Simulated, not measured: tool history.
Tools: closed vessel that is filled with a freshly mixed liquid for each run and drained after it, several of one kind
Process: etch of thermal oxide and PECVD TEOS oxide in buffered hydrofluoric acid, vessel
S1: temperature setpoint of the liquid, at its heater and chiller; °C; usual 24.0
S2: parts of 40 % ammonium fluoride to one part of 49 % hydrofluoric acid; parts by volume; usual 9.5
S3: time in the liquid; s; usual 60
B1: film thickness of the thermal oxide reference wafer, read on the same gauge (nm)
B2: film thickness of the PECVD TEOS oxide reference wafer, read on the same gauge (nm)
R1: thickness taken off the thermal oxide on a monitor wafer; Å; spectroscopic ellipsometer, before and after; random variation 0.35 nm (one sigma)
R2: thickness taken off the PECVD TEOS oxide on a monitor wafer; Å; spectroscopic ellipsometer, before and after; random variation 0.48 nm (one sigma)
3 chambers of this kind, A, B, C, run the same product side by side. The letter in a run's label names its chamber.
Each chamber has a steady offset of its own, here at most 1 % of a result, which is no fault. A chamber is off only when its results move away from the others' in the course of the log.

Run 1A, hour 13.6: usual settings; B1 120.03; B2 30.004. Result: R1 696.62 Å, R2 768.74 Å.
Run 2B, hour 26.4: usual settings; B1 120.03; B2 29.999. Result: R1 705.02 Å, R2 779.50 Å.
Run 3C, hour 38.7: usual settings; B1 120.02; B2 29.994. Result: R1 697.00 Å, R2 781.87 Å.
Run 4A, hour 50.6: usual settings; B1 120.04; B2 29.950. Result: R1 700.22 Å, R2 762.08 Å.
Run 5C, hour 59.6: usual settings; B1 120.01; B2 29.997. Result: R1 697.66 Å, R2 774.67 Å.
Run 6B, hour 69.3: usual settings; B1 119.99; B2 29.982. Result: R1 700.47 Å, R2 777.97 Å.
Run 7B, hour 79.7: usual settings; B1 119.96; B2 30.024. Result: R1 704.58 Å, R2 780.15 Å.
Run 8C, hour 92.6: usual settings; B1 120.03; B2 29.992. Result: R1 690.44 Å, R2 778.40 Å.
Run 9A, hour 100.2: usual settings; B1 120.02; B2 30.029. Result: R1 696.71 Å, R2 767.32 Å.
Run 10A, hour 111.3: usual settings; B1 120.03; B2 30.030. Result: R1 694.79 Å, R2 769.88 Å.
Run 11B, hour 123.8: usual settings; B1 120.01; B2 30.035. Result: R1 701.22 Å, R2 772.20 Å.
At hour 126.9: chamber C: thermometer replaced.
Run 12C, hour 135.3: usual settings; B1 119.99; B2 29.970. Result: R1 692.49 Å, R2 777.72 Å.
Run 13A, hour 147.2: usual settings; B1 120.03; B2 30.041. Result: R1 695.91 Å, R2 762.39 Å.
Run 14B, hour 153.6: usual settings; B1 120.01; B2 29.997. Result: R1 704.20 Å, R2 779.21 Å.
Run 15C, hour 165.5: usual settings; B1 119.99; B2 30.030. Result: R1 691.72 Å, R2 778.51 Å.
Run 16A, hour 175.9: usual settings; B1 120.00; B2 29.976. Result: R1 695.02 Å, R2 765.69 Å.
Run 17C, hour 183.5: usual settings; B1 120.01; B2 30.005. Result: R1 702.70 Å, R2 774.96 Å.
Run 18B, hour 196.5: usual settings; B1 120.01; B2 29.979. Result: R1 699.47 Å, R2 779.97 Å.
Run 19B, hour 209.8: usual settings; B1 120.01; B2 30.000. Result: R1 706.28 Å, R2 776.13 Å.
Run 20C, hour 217.6: usual settings; B1 120.02; B2 30.056. Result: R1 691.89 Å, R2 770.93 Å.
Run 21A, hour 229.5: usual settings; B1 120.01; B2 29.970. Result: R1 697.11 Å, R2 764.43 Å.
Run 22A, hour 242.8: usual settings; B1 120.00; B2 30.001. Result: R1 697.14 Å, R2 766.92 Å.
Run 23B, hour 256.5: usual settings; B1 120.02; B2 30.000. Result: R1 705.40 Å, R2 773.56 Å.
Run 24C, hour 267.9: usual settings; B1 120.00; B2 29.952. Result: R1 700.18 Å, R2 774.27 Å.
Run 25C, hour 276.7: usual settings; B1 120.00; B2 30.036. Result: R1 695.66 Å, R2 778.43 Å.
Run 26A, hour 288.3: usual settings; B1 119.98; B2 29.982. Result: R1 691.94 Å, R2 769.00 Å.
Run 27B, hour 300.8: usual settings; B1 119.98; B2 29.987. Result: R1 698.12 Å, R2 774.84 Å.
Run 28B, hour 311.5: usual settings; B1 120.00; B2 30.035. Result: R1 701.84 Å, R2 778.65 Å.
Run 29A, hour 319.4: usual settings; B1 119.99; B2 30.020. Result: R1 690.59 Å, R2 775.35 Å.
Run 30C, hour 329.9: usual settings but S1 20.5 °C, S3 85 s; B1 119.99; B2 30.006. Result: R1 812.25 Å, R2 909.49 Å.
Run 31B, hour 336.4: usual settings but S1 20.5 °C, S3 85 s; B1 120.00; B2 29.992. Result: R1 817.34 Å, R2 904.32 Å.
Run 32A, hour 346.8: usual settings but S1 20.5 °C, S3 85 s; B1 120.00; B2 30.033. Result: R1 816.24 Å, R2 896.29 Å.
Run 33C, hour 353.4: usual settings; B1 120.01; B2 29.990. Result: R1 697.62 Å, R2 764.61 Å.

Next, every chamber runs the same settings. What will each give?
Run 34A, hour 363.5: usual settings. Result: R1 ?, R2 ?.
Run 34B, hour 363.5: usual settings. Result: R1 ?, R2 ?.
Run 34C, hour 363.5: usual settings. Result: R1 ?, R2 ?.

run      R1      R2
34A  700.90  766.86
34B  698.85  775.99
34C  690.27  780.90
